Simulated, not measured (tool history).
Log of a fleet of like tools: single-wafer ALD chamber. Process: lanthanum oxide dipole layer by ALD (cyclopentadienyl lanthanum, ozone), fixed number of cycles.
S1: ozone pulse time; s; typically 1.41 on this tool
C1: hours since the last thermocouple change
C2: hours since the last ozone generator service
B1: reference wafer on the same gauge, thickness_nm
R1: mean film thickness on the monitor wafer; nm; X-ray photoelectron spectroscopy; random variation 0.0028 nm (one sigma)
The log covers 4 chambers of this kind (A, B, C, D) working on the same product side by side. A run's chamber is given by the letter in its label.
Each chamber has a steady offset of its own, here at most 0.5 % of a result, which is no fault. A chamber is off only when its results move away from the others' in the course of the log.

run	hour	S1	C1	C2	B1	R1
1D	14.0	1.41	210.6	482.2	0.43614	0.54249
2C	25.1	1.41	378.2	334.5	0.43598	0.54143
3A	34.6	1.41	1538.7	302.5	0.43606	0.54620
4B	48.4	1.41	1211.4	672.3	0.43587	0.54140
5B	57.5	1.41	1220.5	681.4	0.43601	0.54374
6C	69.3	1.14	422.4	378.7	0.43617	0.52113
7D	81.7	1.14	278.3	549.9	0.43537	0.51848
8A	93.5	1.14	1597.6	361.4	0.43572	0.51942
9D	103.9	1.14	300.5	572.1	0.43624	0.52267
10A	118.1	1.41	1622.2	386.0	0.43573	0.54121
11C	127.6	1.81	480.7	437.0	0.43607	0.55934
12B	135.3	1.81	1298.3	759.2	0.43569	0.56407
13D	149.3	1.81	345.9	617.5	0.43598	0.56315
14B	165.1	1.81	1328.1	789.0	0.43568	0.56013
15C	174.2	1.41	527.3	483.6	0.43640	0.53630
16A	186.5	1.41	1690.6	454.4	0.43600	0.53803
# hour 193.4: chamber D: ozone generator serviced
17C	198.5	1.41	551.6	507.9	0.43604	0.54102
18D	211.8	1.41	408.4	18.5	0.43615	0.54285
19B	220.3	1.41	1383.3	844.2	0.43628	0.54344
20A	236.1	1.41	1740.2	504.0	0.43635	0.53940
21D	247.1	1.41	443.7	53.8	0.43627	0.54345
22C	261.0	1.41	614.1	570.4	0.43625	0.54011
# hour 270.9: chamber A: thermocouple changed; heater temperature recalibrated
23A	277.0	1.81	6.2	544.9	0.43653	0.55921
24B	290.5	1.81	1453.5	914.4	0.43542	0.56217
25D	304.8	1.81	501.4	111.5	0.43592	0.56569
26A	316.0	1.81	45.2	583.9	0.43581	0.56433
# hour 320.2: chamber A: ozone generator serviced
27B	325.1	1.07	1488.1	949.0	0.43540	0.50782
28C	334.5	1.07	687.6	643.9	0.43570	0.50248
29C	348.2	1.07	701.3	657.6	0.43599	0.50805
30B	360.8	1.07	1523.8	984.7	0.43619	0.50542
31A	369.6	1.41	98.8	49.4	0.43591	0.54186
32D	379.4	0.92	576.0	186.1	0.43551	0.47836
33D	389.8	0.92	586.4	196.5	0.43582	0.48618
34C	396.8	0.92	749.9	706.2	0.43609	0.47495
# hour 400.6: chamber B: ozone generator serviced
35A	405.7	0.92	134.9	85.5	0.43595	0.48271
36B	419.0	1.88	1582.0	18.4	0.43629	0.56421
# hour 423.8: chamber B: thermocouple changed; heater temperature recalibrated
37A	434.8	1.88	164.0	114.6	0.43599	0.56640
38D	445.8	1.88	642.4	252.5	0.43649	0.56778
39C	453.9	1.88	807.0	763.3	0.43641	0.56221
40B	465.2	1.41	41.5	64.6	0.43651	0.53600
41B	479.1	1.41	55.4	78.5	0.43584	0.54818

Does one chamber stand apart from the rest, does the shared gauge drift, or is all well apart from small per-chamber offsets? Give the chamber and the most likely cause, where there is one.

The fleet is healthy, with each chamber sitting at its usual small offset and no drift in the gauge.
